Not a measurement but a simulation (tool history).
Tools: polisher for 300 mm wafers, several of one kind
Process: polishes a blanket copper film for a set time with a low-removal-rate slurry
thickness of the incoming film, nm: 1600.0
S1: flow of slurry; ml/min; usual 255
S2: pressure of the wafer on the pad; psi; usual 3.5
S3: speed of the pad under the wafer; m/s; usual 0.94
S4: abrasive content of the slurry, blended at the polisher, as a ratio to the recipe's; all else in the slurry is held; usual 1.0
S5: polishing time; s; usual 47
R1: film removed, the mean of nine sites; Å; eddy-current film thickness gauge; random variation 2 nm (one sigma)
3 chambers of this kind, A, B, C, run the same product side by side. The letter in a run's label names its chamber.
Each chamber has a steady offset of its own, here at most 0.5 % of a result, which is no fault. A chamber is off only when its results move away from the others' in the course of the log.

{"run": "1C", "hour": 6.8, "S1": 255, "S2": 3.5, "S3": 0.94, "S4": 1.0, "S5": 47, "R1": 1680.2}
{"run": "2A", "hour": 12.1, "S1": 255, "S2": 3.5, "S3": 0.94, "S4": 1.0, "S5": 47, "R1": 1702.0}
{"run": "3B", "hour": 20.5, "S1": 255, "S2": 3.5, "S3": 0.94, "S4": 1.0, "S5": 47, "R1": 1715.0}
{"hour": 22.2, "done": "chamber B: slurry blender recalibrated"}
{"run": "4A", "hour": 27.7, "S1": 255, "S2": 3.5, "S3": 0.94, "S4": 1.0, "S5": 47, "R1": 1711.7}
{"hour": 28.1, "done": "chamber A: worn pad replaced by a new one"}
{"run": "5B", "hour": 35.0, "S1": 255, "S2": 3.5, "S3": 0.94, "S4": 1.0, "S5": 47, "R1": 1692.6}
{"run": "6C", "hour": 41.3, "S1": 255, "S2": 3.5, "S3": 0.94, "S4": 1.0, "S5": 47, "R1": 1675.4}
{"run": "7C", "hour": 46.6, "S1": 255, "S2": 3.0, "S3": 0.94, "S4": 0.8, "S5": 47, "R1": 1389.3}
{"hour": 47.2, "done": "chamber C: worn pad replaced by a new one"}
{"run": "8B", "hour": 52.8, "S1": 255, "S2": 3.0, "S3": 0.94, "S4": 0.8, "S5": 47, "R1": 1392.8}
{"hour": 54.0, "done": "chamber C: head pressure recalibrated"}
{"run": "9A", "hour": 58.8, "S1": 255, "S2": 3.0, "S3": 0.94, "S4": 0.8, "S5": 47, "R1": 1378.2}
{"run": "10A", "hour": 66.4, "S1": 255, "S2": 3.5, "S3": 0.94, "S4": 1.0, "S5": 47, "R1": 1698.4}
{"hour": 70.9, "done": "chamber B: worn pad replaced by a new one"}
{"run": "11C", "hour": 70.9, "S1": 255, "S2": 3.5, "S3": 0.94, "S4": 1.2, "S5": 35, "R1": 1190.3}
{"hour": 73.6, "done": "chamber C: slurry nozzle cleaned"}
{"run": "12B", "hour": 79.2, "S1": 255, "S2": 3.5, "S3": 0.94, "S4": 1.2, "S5": 35, "R1": 1323.8}
{"run": "13B", "hour": 85.7, "S1": 255, "S2": 3.5, "S3": 0.94, "S4": 1.2, "S5": 35, "R1": 1330.5}
{"run": "14A", "hour": 89.7, "S1": 255, "S2": 3.5, "S3": 0.94, "S4": 1.0, "S5": 47, "R1": 1699.2}
{"hour": 90.3, "done": "chamber A: worn pad replaced by a new one"}
{"run": "15C", "hour": 94.8, "S1": 255, "S2": 3.5, "S3": 0.94, "S4": 1.0, "S5": 47, "R1": 1502.8}
{"run": "16B", "hour": 102.5, "S1": 255, "S2": 3.5, "S3": 0.94, "S4": 1.0, "S5": 47, "R1": 1705.6}
{"run": "17A", "hour": 108.6, "S1": 255, "S2": 3.5, "S3": 0.94, "S4": 1.0, "S5": 47, "R1": 1675.8}
{"run": "18C", "hour": 114.7, "S1": 255, "S2": 3.5, "S3": 0.94, "S4": 1.0, "S5": 47, "R1": 1511.4}
{"hour": 117.7, "done": "chamber A: head pressure recalibrated"}
{"run": "19C", "hour": 121.1, "S1": 255, "S2": 3.5, "S3": 0.94, "S4": 1.0, "S5": 47, "R1": 1509.4}
{"run": "20A", "hour": 126.2, "S1": 255, "S2": 3.5, "S3": 0.94, "S4": 1.0, "S5": 47, "R1": 1697.6}
{"run": "21B", "hour": 133.2, "S1": 255, "S2": 3.5, "S3": 0.94, "S4": 1.0, "S5": 47, "R1": 1717.8}
{"run": "22B", "hour": 137.6, "S1": 255, "S2": 3.5, "S3": 0.94, "S4": 1.0, "S5": 47, "R1": 1691.8}
{"hour": 140.5, "done": "chamber C: worn pad replaced by a new one"}
{"run": "23C", "hour": 146.1, "S1": 255, "S2": 3.5, "S3": 0.94, "S4": 1.0, "S5": 47, "R1": 1541.1}

What goes on in this fleet: one chamber off, a drifting gauge, or nothing beyond the chambers' own small offsets? Name the chamber and the cause, if any.

A service left chamber C off against the others.
Cause: head's pressure below its setpoint, % = 9.94.

Here are 4 candidates for chamber C's next run, each the usual settings with a change, their results left as question marks. Which one brings its results back in line with what the others give on the usual settings?
In line means no further than this from the other chambers' mean on the usual settings: R1 68.0 Å
{"run": "24C-1", "hour": 152.6, "S1": 255, "S2": 3.6, "S3": 0.94, "S4": 1.0, "S5": 48, "R1": "?"}
{"run": "24C-2", "hour": 152.6, "S1": 255, "S2": 3.5, "S3": 0.92, "S4": 1.0, "S5": 46, "R1": "?"}
{"run": "24C-3", "hour": 152.6, "S1": 200, "S2": 3.5, "S3": 0.94, "S4": 0.7, "S5": 47, "R1": "?"}
{"run": "24C-4", "hour": 152.6, "S1": 255, "S2": 3.6, "S3": 0.98, "S4": 1.0, "S5": 49, "R1": "?"}

The other chambers' mean on the usual settings: R1 1692.7 Å
run=24C-1 R1=1597.2
run=24C-2 R1=1456.9
run=24C-3 R1=1371.3
run=24C-4 R1=1698.8
24C-4 brings the chamber back in line.

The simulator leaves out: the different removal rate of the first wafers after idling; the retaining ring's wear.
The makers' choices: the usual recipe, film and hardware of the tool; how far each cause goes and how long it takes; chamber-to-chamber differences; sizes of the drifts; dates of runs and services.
